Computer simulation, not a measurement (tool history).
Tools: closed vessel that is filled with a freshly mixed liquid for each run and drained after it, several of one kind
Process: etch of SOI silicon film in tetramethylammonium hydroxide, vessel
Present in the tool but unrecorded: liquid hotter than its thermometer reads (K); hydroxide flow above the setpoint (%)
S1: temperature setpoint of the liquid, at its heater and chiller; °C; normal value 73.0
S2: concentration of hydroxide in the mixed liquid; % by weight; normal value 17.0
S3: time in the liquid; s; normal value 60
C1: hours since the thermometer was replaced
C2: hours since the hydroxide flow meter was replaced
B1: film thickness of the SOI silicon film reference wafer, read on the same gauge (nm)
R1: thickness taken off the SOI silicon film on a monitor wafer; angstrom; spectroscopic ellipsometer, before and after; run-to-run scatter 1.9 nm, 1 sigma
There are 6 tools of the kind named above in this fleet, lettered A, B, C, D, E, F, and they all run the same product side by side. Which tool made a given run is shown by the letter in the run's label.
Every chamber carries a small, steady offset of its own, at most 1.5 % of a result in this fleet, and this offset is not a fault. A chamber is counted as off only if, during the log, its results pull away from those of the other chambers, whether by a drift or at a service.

Run 1E, hour 10.3: usual settings; C1 472.4; C2 1137.0; B1 109.99. Result: R1 4063.3 angstrom.
Run 2D, hour 21.7: usual settings; C1 1936.9; C2 1682.0; B1 110.00. Result: R1 4109.3 angstrom.
Run 3B, hour 29.5: usual settings; C1 395.4; C2 1274.9; B1 110.00. Result: R1 4042.8 angstrom.
Run 4F, hour 41.8: usual settings; C1 116.1; C2 1723.0; B1 109.99. Result: R1 4061.5 angstrom.
Run 5C, hour 50.7: usual settings; C1 139.8; C2 91.0; B1 109.99. Result: R1 4017.1 angstrom.
Run 6A, hour 60.2: usual settings; C1 2502.5; C2 68.7; B1 109.98. Result: R1 4083.6 angstrom.
Run 7E, hour 73.6: usual settings; C1 535.7; C2 1200.3; B1 110.00. Result: R1 4057.4 angstrom.
At hour 79.0: chamber D: hydroxide flow meter replaced.
Run 8B, hour 81.5: usual settings; C1 447.4; C2 1326.9; B1 109.99. Result: R1 4070.1 angstrom.
Run 9A, hour 90.2: usual settings; C1 2532.5; C2 98.7; B1 109.99. Result: R1 4111.4 angstrom.
Run 10D, hour 101.7: usual settings; C1 2016.9; C2 22.8; B1 110.00. Result: R1 4036.0 angstrom.
Run 11C, hour 110.6: usual settings but S1 79.5 °C; C1 199.7; C2 150.9; B1 110.01. Result: R1 5750.5 angstrom.
Run 12F, hour 118.3: usual settings but S1 79.5 °C; C1 192.6; C2 1799.5; B1 109.99. Result: R1 5833.1 angstrom.
Run 13D, hour 131.5: usual settings but S1 79.5 °C; C1 2046.7; C2 52.6; B1 109.98. Result: R1 5930.4 angstrom.
At hour 138.8: chamber D: thermometer replaced.
Run 14B, hour 141.2: usual settings but S1 79.5 °C; C1 507.1; C2 1386.6; B1 110.03. Result: R1 5871.6 angstrom.
Run 15A, hour 153.3: usual settings but S1 79.5 °C; C1 2595.6; C2 161.8; B1 110.01. Result: R1 5947.0 angstrom.
Run 16C, hour 165.1: usual settings but S1 79.5 °C; C1 254.2; C2 205.4; B1 109.97. Result: R1 5763.4 angstrom.
Run 17F, hour 176.6: usual settings; C1 250.9; C2 1857.8; B1 110.02. Result: R1 4049.7 angstrom.
Run 18E, hour 187.5: usual settings; C1 649.6; C2 1314.2; B1 110.01. Result: R1 4029.9 angstrom.
Run 19F, hour 198.1: usual settings; C1 272.4; C2 1879.3; B1 110.02. Result: R1 4046.9 angstrom.
Run 20E, hour 211.4: usual settings; C1 673.5; C2 1338.1; B1 109.98. Result: R1 4072.5 angstrom.
Run 21B, hour 224.6: usual settings but S1 77.5 °C, S2 21.5 % by weight; C1 590.5; C2 1470.0; B1 109.96. Result: R1 4775.3 angstrom.
Run 22A, hour 232.5: usual settings but S1 77.5 °C, S2 21.5 % by weight; C1 2674.8; C2 241.0; B1 109.98. Result: R1 4781.5 angstrom.
Run 23D, hour 240.6: usual settings but S1 77.5 °C, S2 21.5 % by weight; C1 101.9; C2 161.7; B1 109.98. Result: R1 4726.2 angstrom.
Run 24C, hour 250.1: usual settings but S1 77.5 °C, S2 21.5 % by weight; C1 339.2; C2 290.4; B1 109.99. Result: R1 4656.2 angstrom.
Run 25B, hour 262.9: usual settings but S1 77.5 °C, S2 21.5 % by weight; C1 628.8; C2 1508.3; B1 110.02. Result: R1 4793.3 angstrom.
At hour 272.6: chamber A: thermometer replaced.
Run 26F, hour 273.5: usual settings but S1 77.5 °C, S2 21.5 % by weight; C1 347.8; C2 1954.7; B1 109.99. Result: R1 4737.7 angstrom.
Run 27E, hour 282.1: usual settings; C1 744.2; C2 1408.8; B1 110.01. Result: R1 4030.9 angstrom.
Run 28A, hour 294.9: usual settings but S3 30 s; C1 22.3; C2 303.4; B1 110.00. Result: R1 2043.6 angstrom.
Run 29C, hour 305.3: usual settings but S3 30 s; C1 394.4; C2 345.6; B1 109.97. Result: R1 1999.0 angstrom.
Run 30D, hour 319.0: usual settings but S3 30 s; C1 180.3; C2 240.1; B1 109.98. Result: R1 2037.8 angstrom.
Run 31C, hour 332.7: usual settings but S3 30 s; C1 421.8; C2 373.0; B1 110.00. Result: R1 2015.8 angstrom.
Run 32F, hour 343.8: usual settings but S3 30 s; C1 418.1; C2 2025.0; B1 110.03. Result: R1 2015.9 angstrom.
Run 33A, hour 353.7: usual settings but S3 30 s; C1 81.1; C2 362.2; B1 110.04. Result: R1 2035.6 angstrom.
Run 34B, hour 365.1: usual settings; C1 731.0; C2 1610.5; B1 110.03. Result: R1 4181.1 angstrom.
Run 35D, hour 376.2: usual settings; C1 237.5; C2 297.3; B1 110.00. Result: R1 4049.7 angstrom.
Run 36E, hour 385.6: usual settings; C1 847.7; C2 1512.3; B1 109.98. Result: R1 4080.8 angstrom.
Run 37C, hour 398.2: usual settings; C1 487.3; C2 438.5; B1 110.01. Result: R1 4006.6 angstrom.
Run 38E, hour 407.9: usual settings; C1 870.0; C2 1534.6; B1 110.00. Result: R1 4056.9 angstrom.
Run 39A, hour 414.6: usual settings; C1 142.0; C2 423.1; B1 110.00. Result: R1 4106.2 angstrom.
Run 40D, hour 422.6: usual settings but S1 70.0 °C, S2 15.0 % by weight; C1 283.9; C2 343.7; B1 109.98. Result: R1 3561.1 angstrom.
Run 41F, hour 430.6: usual settings but S1 70.0 °C, S2 15.0 % by weight; C1 504.9; C2 2111.8; B1 110.02. Result: R1 3543.2 angstrom.
Run 42B, hour 436.8: usual settings but S1 70.0 °C, S2 15.0 % by weight; C1 802.7; C2 1682.2; B1 110.01. Result: R1 3719.0 angstrom.

For the next run the whole fleet of 6 chambers uses the same settings. Give each chamber's results:
Run 43A, hour 446.9: usual settings. Result: R1 ?.
Run 43B, hour 446.9: usual settings. Result: R1 ?.
Run 43C, hour 446.9: usual settings. Result: R1 ?.
Run 43D, hour 446.9: usual settings. Result: R1 ?.
Run 43E, hour 446.9: usual settings. Result: R1 ?.
Run 43F, hour 446.9: usual settings. Result: R1 ?.

run      R1
43A  4065.8
43B  4241.3
43C  4035.7
43D  4070.0
43E  4051.2
43F  4037.6
